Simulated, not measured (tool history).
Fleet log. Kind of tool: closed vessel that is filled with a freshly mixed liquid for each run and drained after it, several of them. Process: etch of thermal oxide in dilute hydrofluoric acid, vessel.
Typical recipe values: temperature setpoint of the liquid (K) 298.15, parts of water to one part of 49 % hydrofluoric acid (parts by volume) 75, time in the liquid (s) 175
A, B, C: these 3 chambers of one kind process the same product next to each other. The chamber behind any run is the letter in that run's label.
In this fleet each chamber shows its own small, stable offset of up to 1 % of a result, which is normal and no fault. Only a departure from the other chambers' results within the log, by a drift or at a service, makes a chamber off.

run	hour	temperature setpoint of the liquid (K)	parts of water to one part of 49 % hydrofluoric acid (parts by volume)	time in the liquid (s)	hours since the thermometer was replaced	hours since the hydrofluoric acid flow meter was replaced	read-back film thickness of the thermal oxide reference wafer, read on the same gauge (nm)	thickness taken off the thermal oxide on a monitor wafer (Å)
1C	6.7	298.15	75	175	625.5	294.1	150.00	122.500
2A	14.1	298.15	75	175	2743.8	310.8	150.03	122.740
3B	20.1	298.15	75	175	1849.8	723.4	149.99	121.700
4A	32.1	298.15	75	175	2761.8	328.8	149.98	122.140
5B	44.9	298.15	45	175	1874.6	748.2	150.03	208.680
6C	57.8	298.15	45	175	676.6	345.2	150.02	209.950
7C	71.4	298.15	45	175	690.2	358.8	150.02	213.990
8A	77.9	300.15	75	240	2807.6	374.6	150.01	180.560
9B	90.7	300.15	75	240	1920.4	794.0	150.00	182.000
10B	98.8	300.15	75	240	1928.5	802.1	149.98	178.660
11A	111.5	298.15	75	175	2841.2	408.2	149.99	122.470
12C	117.8	298.15	100	75	736.6	405.2	150.02	37.454
13C	126.4	298.15	100	75	745.2	413.8	150.02	37.718
14A	135.4	298.15	100	75	2865.1	432.1	150.03	37.570
15B	143.9	298.15	60	145	1973.6	847.2	150.00	128.010
16C	155.4	298.15	60	145	774.2	442.8	150.02	130.790
17B	164.5	298.15	60	145	1994.2	867.8	149.97	131.350
18A	170.7	298.15	75	175	2900.4	467.4	149.98	123.210
19C	178.5	298.15	75	175	797.3	465.9	150.00	121.450
20A	190.3	298.15	75	175	2920.0	487.0	150.02	121.140
21B	202.2	298.15	75	175	2031.9	905.5	150.00	123.450
22B	213.6	300.15	75	100	2043.3	916.9	150.01	76.921
# hour 216.1: chamber A: thermometer replaced
# hour 216.9: chamber A: hydrofluoric acid flow meter replaced
23C	224.7	300.15	75	100	843.5	512.1	149.99	73.521
24A	234.4	300.15	75	100	18.3	17.6	149.99	76.075
25C	244.8	298.15	75	175	863.6	532.2	150.01	116.560
26A	254.7	298.15	75	175	38.6	37.9	150.04	121.820
27B	262.2	298.15	75	175	2091.9	965.5	150.02	122.160
28A	269.1	298.15	75	175	53.0	52.3	149.98	124.360
29B	275.6	298.15	75	175	2105.3	978.9	149.98	122.390
30C	288.1	298.15	75	175	906.9	575.5	150.02	117.370
31B	302.1	298.15	75	175	2131.8	1005.4	149.96	121.150
32C	314.3	298.15	75	175	933.1	601.7	150.01	117.550
33A	327.8	298.15	75	260	111.7	111.0	149.95	181.450
34C	334.8	298.15	75	260	953.6	622.2	150.02	173.730
35A	342.0	298.15	75	260	125.9	125.2	150.00	181.640
36B	355.2	302.65	75	175	2184.9	1058.5	150.01	145.740
37A	366.2	302.65	75	175	150.1	149.4	149.97	146.500
38C	378.0	302.65	75	175	996.8	665.4	150.00	136.170
39B	387.0	298.15	75	175	2216.7	1090.3	149.95	122.630
40A	397.6	298.15	75	175	181.5	180.8	149.94	122.340
41C	405.1	298.15	75	175	1023.9	692.5	149.97	111.960
42B	415.1	298.15	75	175	2244.8	1118.4	150.00	122.480
43B	425.3	298.15	75	175	2255.0	1128.6	150.02	122.230
44C	433.1	298.15	75	175	1051.9	720.5	150.05	110.380

Read the log: is a single chamber off, either drifting away or since a service, is the gauge that measures every chamber drifting, or is nothing wrong beyond small per-chamber offsets? Name any odd chamber and what most likely caused it.

Little by little, chamber C moves away from the other chambers.
Likeliest cause: liquid colder than its thermometer reads (K) = 2.19.
The log may not separate it from: hydrofluoric acid flow below the setpoint (%).

Chamber C could run next with any of the 4 candidate recipes listed below; each alters the usual settings, and their results appear as question marks. Which one brings its results back in line with what the other chambers deliver on the usual settings?
In line here means within this much of the mean the other chambers give on the usual settings: thickness taken off the thermal oxide on a monitor wafer (Å) 3.600
45C-1	443.2	293.65	75	175				?
45C-2	443.2	298.15	75	160				?
45C-3	443.2	298.65	70	175				?
45C-4	443.2	298.15	70	195				?

On the usual settings, the other chambers give on average: thickness taken off the thermal oxide on a monitor wafer (Å) 122.140
run	thickness taken off the thermal oxide on a monitor wafer (Å)
45C-1	92.248
45C-2	101.420
45C-3	122.080
45C-4	133.280
Change 45C-3 lands the chamber within the allowed miss of the other chambers.
